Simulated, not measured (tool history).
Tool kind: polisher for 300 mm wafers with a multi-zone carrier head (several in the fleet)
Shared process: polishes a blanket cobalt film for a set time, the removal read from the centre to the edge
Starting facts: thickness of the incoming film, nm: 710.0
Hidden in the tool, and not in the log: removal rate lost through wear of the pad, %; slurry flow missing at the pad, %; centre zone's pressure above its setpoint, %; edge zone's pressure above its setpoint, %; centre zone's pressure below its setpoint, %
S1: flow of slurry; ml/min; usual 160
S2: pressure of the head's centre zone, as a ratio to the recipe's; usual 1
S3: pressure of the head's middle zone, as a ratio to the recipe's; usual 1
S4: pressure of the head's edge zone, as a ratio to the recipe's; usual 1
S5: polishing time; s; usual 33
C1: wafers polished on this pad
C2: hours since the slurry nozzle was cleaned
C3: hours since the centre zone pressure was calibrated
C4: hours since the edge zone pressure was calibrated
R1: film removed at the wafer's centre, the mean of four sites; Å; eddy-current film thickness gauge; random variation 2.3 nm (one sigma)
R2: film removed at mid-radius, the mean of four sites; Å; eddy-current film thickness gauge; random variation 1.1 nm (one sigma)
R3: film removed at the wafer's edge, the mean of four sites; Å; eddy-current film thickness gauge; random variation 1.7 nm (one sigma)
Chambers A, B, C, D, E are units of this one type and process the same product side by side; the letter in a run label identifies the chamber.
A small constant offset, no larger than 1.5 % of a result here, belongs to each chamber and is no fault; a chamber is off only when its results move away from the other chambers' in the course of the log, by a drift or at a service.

run 1C hour=9.7 | S1=160 S2=1 S3=1 S4=1 S5=33 | C1=416 C2=276.2 C3=864.5 C4=650.9 | R1=1589.9 R2=1606.2 R3=1561.9
-- hour=17.6 chamber D: worn pad replaced by a new one
run 2B hour=25.2 | S1=160 S2=1 S3=1 S4=1 S5=33 | C1=639 C2=193.3 C3=261.4 C4=186 | R1=1553.6 R2=1598.5 R3=1569.6
-- hour=28.9 chamber C: slurry nozzle cleaned
-- hour=36.5 chamber A: worn pad replaced by a new one
run 3D hour=37.6 | S1=160 S2=1 S3=1 S4=1 S5=33 | C1=132 C2=159.2 C3=62.8 C4=87.1 | R1=1599.5 R2=1602.1 R3=1599.5
run 4A hour=51.4 | S1=160 S2=1 S3=1 S4=1 S5=33 | C1=99 C2=195.1 C3=254.2 C4=292.4 | R1=1547.8 R2=1578.3 R3=1571.8
run 5E hour=62.7 | S1=160 S2=1 S3=1 S4=0.96 S5=33 | C1=742 C2=283.6 C3=483.2 C4=123.6 | R1=1597.8 R2=1562.2 R3=1552.4
-- hour=67.7 chamber C: worn pad replaced by a new one
-- hour=70.7 chamber B: worn pad replaced by a new one
run 6D hour=71.6 | S1=160 S2=1 S3=1 S4=0.96 S5=33 | C1=358 C2=193.2 C3=96.8 C4=121.1 | R1=1587.9 R2=1584.1 R3=1528.7
-- hour=74.2 chamber E: worn pad replaced by a new one
-- hour=87.1 chamber E: centre zone pressure recalibrated
run 7C hour=87.2 | S1=160 S2=1 S3=1 S4=0.96 S5=33 | C1=129 C2=58.3 C3=942 C4=728.4 | R1=1581.5 R2=1589.4 R3=1547.6
-- hour=95.8 chamber A: centre zone pressure recalibrated
run 8A hour=97.1 | S1=160 S2=1 S3=1 S4=0.96 S5=33 | C1=402 C2=240.8 C3=1.4 C4=338.1 | R1=1609.3 R2=1595.2 R3=1561.7
run 9B hour=108 | S1=160 S2=1 S3=1 S4=0.96 S5=33 | C1=247 C2=276.1 C3=344.2 C4=268.8 | R1=1521.1 R2=1594.4 R3=1554.2
run 10E hour=118.9 | S1=160 S2=1 S3=1 S4=1 S5=33 | C1=297 C2=339.8 C3=31.8 C4=179.8 | R1=1516.7 R2=1579.1 R3=1638.8
-- hour=122.7 chamber A: worn pad replaced by a new one
-- hour=123.3 chamber B: centre zone pressure recalibrated
-- hour=126.9 chamber E: slurry nozzle cleaned
run 11B hour=128.1 | S1=160 S2=1 S3=1 S4=1 S5=33 | C1=381 C2=296.2 C3=4.9 C4=288.9 | R1=1569.9 R2=1592.5 R3=1556.4
run 12E hour=141.5 | S1=160 S2=1.11 S3=1 S4=1 S5=25 | C1=446 C2=14.6 C3=54.4 C4=202.4 | R1=1355.1 R2=1198.4 R3=1213.9
run 13A hour=155.1 | S1=160 S2=1.11 S3=1 S4=1 S5=25 | C1=214 C2=298.8 C3=59.4 C4=396.1 | R1=1325.5 R2=1187.9 R3=1193
-- hour=162.8 chamber C: worn pad replaced by a new one
run 14D hour=166 | S1=160 S2=1.11 S3=1 S4=1 S5=25 | C1=984 C2=287.6 C3=191.2 C4=215.5 | R1=1305.6 R2=1170.3 R3=1166.4
-- hour=170.9 chamber D: worn pad replaced by a new one
-- hour=179.2 chamber A: slurry nozzle cleaned
run 15C hour=182 | S1=160 S2=1.11 S3=1 S4=1 S5=25 | C1=127 C2=153.1 C3=1036.8 C4=823.2 | R1=1340.1 R2=1193.9 R3=1186.8
-- hour=186.8 chamber E: worn pad replaced by a new one
-- hour=187.2 chamber B: worn pad replaced by a new one
run 16E hour=191.4 | S1=160 S2=1.11 S3=1 S4=1 S5=25 | C1=30 C2=64.5 C3=104.3 C4=252.3 | R1=1341.4 R2=1194.4 R3=1218.7
-- hour=195.4 chamber C: edge zone pressure recalibrated
run 17C hour=204.1 | S1=160 S2=1 S3=0.93 S4=1 S5=22 | C1=274 C2=175.2 C3=1058.9 C4=8.7 | R1=1065.1 R2=1009 R3=1057.5
run 18A hour=219.2 | S1=160 S2=1 S3=0.93 S4=1 S5=22 | C1=640 C2=40 C3=123.5 C4=460.2 | R1=1035.2 R2=980.96 R3=1062.2
-- hour=221.1 chamber A: worn pad replaced by a new one
-- hour=233.4 chamber A: edge zone pressure recalibrated
run 19D hour=235.2 | S1=160 S2=1 S3=0.93 S4=1 S5=22 | C1=426 C2=356.8 C3=260.4 C4=284.7 | R1=1010.9 R2=933.03 R3=999.5
run 20B hour=250.8 | S1=160 S2=1 S3=0.93 S4=1 S5=22 | C1=422 C2=418.9 C3=127.6 C4=411.6 | R1=1040.3 R2=994.58 R3=1048
run 21C hour=259.3 | S1=160 S2=1 S3=0.93 S4=1 S5=22 | C1=640 C2=230.4 C3=1114.1 C4=63.9 | R1=1046.4 R2=1005.2 R3=1047.5
-- hour=267.8 chamber C: worn pad replaced by a new one
run 22B hour=272.1 | S1=160 S2=1 S3=1.07 S4=1 S5=39 | C1=563 C2=440.2 C3=148.9 C4=432.9 | R1=1820.2 R2=2015 R3=1863.9
-- hour=284.3 chamber B: slurry nozzle cleaned
run 23E hour=286.8 | S1=160 S2=1 S3=1.07 S4=1 S5=39 | C1=663 C2=159.9 C3=199.7 C4=347.7 | R1=1816.4 R2=1993.3 R3=1856.8
-- hour=289 chamber E: worn pad replaced by a new one
-- hour=293.7 chamber C: slurry nozzle cleaned
run 24D hour=297 | S1=160 S2=1 S3=1.07 S4=1 S5=39 | C1=836 C2=418.6 C3=322.2 C4=346.5 | R1=1736.7 R2=1909.8 R3=1761.5
-- hour=304.6 chamber B: worn pad replaced by a new one
-- hour=307.2 chamber A: worn pad replaced by a new one
run 25A hour=310.6 | S1=160 S2=1 S3=1.07 S4=1 S5=39 | C1=22 C2=131.4 C3=214.9 C4=77.3 | R1=1894.2 R2=1991.4 R3=1875.8
-- hour=313.1 chamber E: edge zone pressure recalibrated
-- hour=314.7 chamber D: worn pad replaced by a new one
run 26A hour=319.4 | S1=160 S2=1 S3=1.07 S4=1 S5=39 | C1=81 C2=140.2 C3=223.7 C4=86.1 | R1=1945 R2=1997.4 R3=1897.9
run 27E hour=328 | S1=160 S2=1 S3=1 S4=1 S5=33 | C1=259 C2=201.1 C3=240.9 C4=14.9 | R1=1567.7 R2=1603.9 R3=1600.6
-- hour=341 chamber C: centre zone pressure recalibrated
run 28C hour=342.7 | S1=160 S2=1 S3=1 S4=1 S5=33 | C1=497 C2=49 C3=1.7 C4=147.3 | R1=1615.4 R2=1591.8 R3=1548
run 29D hour=357.8 | S1=160 S2=1 S3=1 S4=1 S5=33 | C1=286 C2=479.4 C3=383 C4=407.3 | R1=1464.5 R2=1458.4 R3=1521.2
-- hour=365.7 chamber C: worn pad replaced by a new one
run 30B hour=373.5 | S1=160 S2=1 S3=1 S4=1 S5=26 | C1=457 C2=89.3 C3=250.3 C4=534.3 | R1=1239.1 R2=1275.5 R3=1251.6
run 31C hour=381.2 | S1=160 S2=1 S3=1 S4=1 S5=26 | C1=102 C2=87.5 C3=40.2 C4=185.8 | R1=1263.6 R2=1255.3 R3=1247.8
-- hour=387.5 chamber E: worn pad replaced by a new one
run 32D hour=394.5 | S1=160 S2=1 S3=1 S4=1 S5=26 | C1=529 C2=516.1 C3=419.7 C4=444 | R1=1114.8 R2=1141.3 R3=1159.6
run 33E hour=410.6 | S1=160 S2=1 S3=1 S4=1 S5=26 | C1=153 C2=283.7 C3=323.5 C4=97.5 | R1=1245.5 R2=1232.1 R3=1239.5

Next, every chamber runs the same settings. What will each give?
run 34A hour=422.2 | S1=160 S2=1 S3=1 S4=1 S5=33 | R1=? R2=? R3=?
run 34B hour=422.2 | S1=160 S2=1 S3=1 S4=1 S5=33 | R1=? R2=? R3=?
run 34C hour=422.2 | S1=160 S2=1 S3=1 S4=1 S5=33 | R1=? R2=? R3=?
run 34D hour=422.2 | S1=160 S2=1 S3=1 S4=1 S5=33 | R1=? R2=? R3=?
run 34E hour=422.2 | S1=160 S2=1 S3=1 S4=1 S5=33 | R1=? R2=? R3=?

run=34A R1=1630 R2=1571.5 R3=1555.3
run=34B R1=1554 R2=1609.2 R3=1563.6
run=34C R1=1562.8 R2=1590.5 R3=1580
run=34D R1=1427.7 R2=1413.1 R3=1459.1
run=34E R1=1613.7 R2=1576.9 R3=1571.6

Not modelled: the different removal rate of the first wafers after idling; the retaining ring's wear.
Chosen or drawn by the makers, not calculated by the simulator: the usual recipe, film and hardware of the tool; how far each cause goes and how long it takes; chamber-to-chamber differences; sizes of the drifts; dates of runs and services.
